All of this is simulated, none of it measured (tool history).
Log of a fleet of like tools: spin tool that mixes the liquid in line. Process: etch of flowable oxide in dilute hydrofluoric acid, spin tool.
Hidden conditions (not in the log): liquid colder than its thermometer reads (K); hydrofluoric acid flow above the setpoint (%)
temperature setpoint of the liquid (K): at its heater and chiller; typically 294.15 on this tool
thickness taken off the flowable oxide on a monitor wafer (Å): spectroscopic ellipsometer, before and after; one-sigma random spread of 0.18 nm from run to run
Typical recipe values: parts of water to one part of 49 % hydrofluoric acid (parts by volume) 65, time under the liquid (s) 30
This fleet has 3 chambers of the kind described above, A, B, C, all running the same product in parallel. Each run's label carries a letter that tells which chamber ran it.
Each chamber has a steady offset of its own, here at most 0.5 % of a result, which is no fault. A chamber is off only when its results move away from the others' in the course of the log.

| run | hour | temperature setpoint of the liquid (K) | parts of water to one part of 49 % hydrofluoric acid (parts by volume) | time under the liquid (s) | hours since the thermometer was replaced | hours since the hydrofluoric acid flow meter was replaced | read-back film thickness of the flowable oxide reference wafer, read on the same gauge (nm) | thickness taken off the flowable oxide on a monitor wafer (Å) |
|---|---|---|---|---|---|---|---|---|
| 1C | 9.0 | 294.15 | 65 | 30 | 352.4 | 403.6 | 130.02 | 191.26 |
| 2B | 20.0 | 294.15 | 65 | 30 | 253.5 | 683.2 | 130.02 | 191.76 |
| 3A | 32.9 | 294.15 | 65 | 30 | 450.3 | 677.9 | 130.01 | 189.94 |
| 4C | 40.3 | 294.15 | 65 | 30 | 383.7 | 434.9 | 130.00 | 189.06 |
| 5A | 52.5 | 294.15 | 50 | 45 | 469.9 | 697.5 | 129.94 | 376.28 |
| 6B | 59.6 | 294.15 | 50 | 45 | 293.1 | 722.8 | 130.00 | 373.33 |
| 7C | 74.2 | 294.15 | 50 | 45 | 417.6 | 468.8 | 129.97 | 377.94 |
| 8B | 82.8 | 294.15 | 50 | 15 | 316.3 | 746.0 | 129.98 | 124.28 |
| 9A | 93.4 | 294.15 | 50 | 15 | 510.8 | 738.4 | 130.03 | 127.36 |
| 10C | 105.4 | 294.15 | 50 | 15 | 448.8 | 500.0 | 129.97 | 123.47 |
|  | 114.7 | chamber C: hydrofluoric acid flow meter replaced |
| 11B | 116.4 | 294.15 | 65 | 30 | 349.9 | 779.6 | 129.97 | 192.08 |
| 12A | 131.4 | 294.15 | 65 | 30 | 548.8 | 776.4 | 129.99 | 187.71 |
| 13C | 144.2 | 294.15 | 65 | 30 | 487.6 | 29.6 | 130.02 | 180.92 |
| 14A | 155.2 | 291.15 | 80 | 30 | 572.6 | 800.2 | 130.04 | 134.31 |
| 15B | 165.3 | 291.15 | 80 | 30 | 398.8 | 828.5 | 130.03 | 132.98 |
| 16A | 175.4 | 291.15 | 80 | 30 | 592.8 | 820.4 | 130.01 | 130.83 |
| 17C | 183.6 | 292.65 | 65 | 30 | 527.0 | 69.0 | 130.03 | 165.90 |
| 18B | 193.1 | 292.65 | 65 | 30 | 426.6 | 856.3 | 129.98 | 176.67 |
| 19B | 209.7 | 292.65 | 65 | 30 | 443.2 | 872.9 | 130.00 | 179.97 |
| 20A | 218.9 | 294.15 | 65 | 30 | 636.3 | 863.9 | 130.05 | 189.36 |

Predict what each chamber gives when all 3 of them run the settings below next.
| 21A | 230.7 | 290.15 | 65 | 30 |  |  |  | ? |
| 21B | 230.7 | 290.15 | 65 | 30 |  |  |  | ? |
| 21C | 230.7 | 290.15 | 65 | 30 |  |  |  | ? |

| run | thickness taken off the flowable oxide on a monitor wafer (Å) |
|---|---|
| 21A | 160.88 |
| 21B | 158.29 |
| 21C | 145.15 |

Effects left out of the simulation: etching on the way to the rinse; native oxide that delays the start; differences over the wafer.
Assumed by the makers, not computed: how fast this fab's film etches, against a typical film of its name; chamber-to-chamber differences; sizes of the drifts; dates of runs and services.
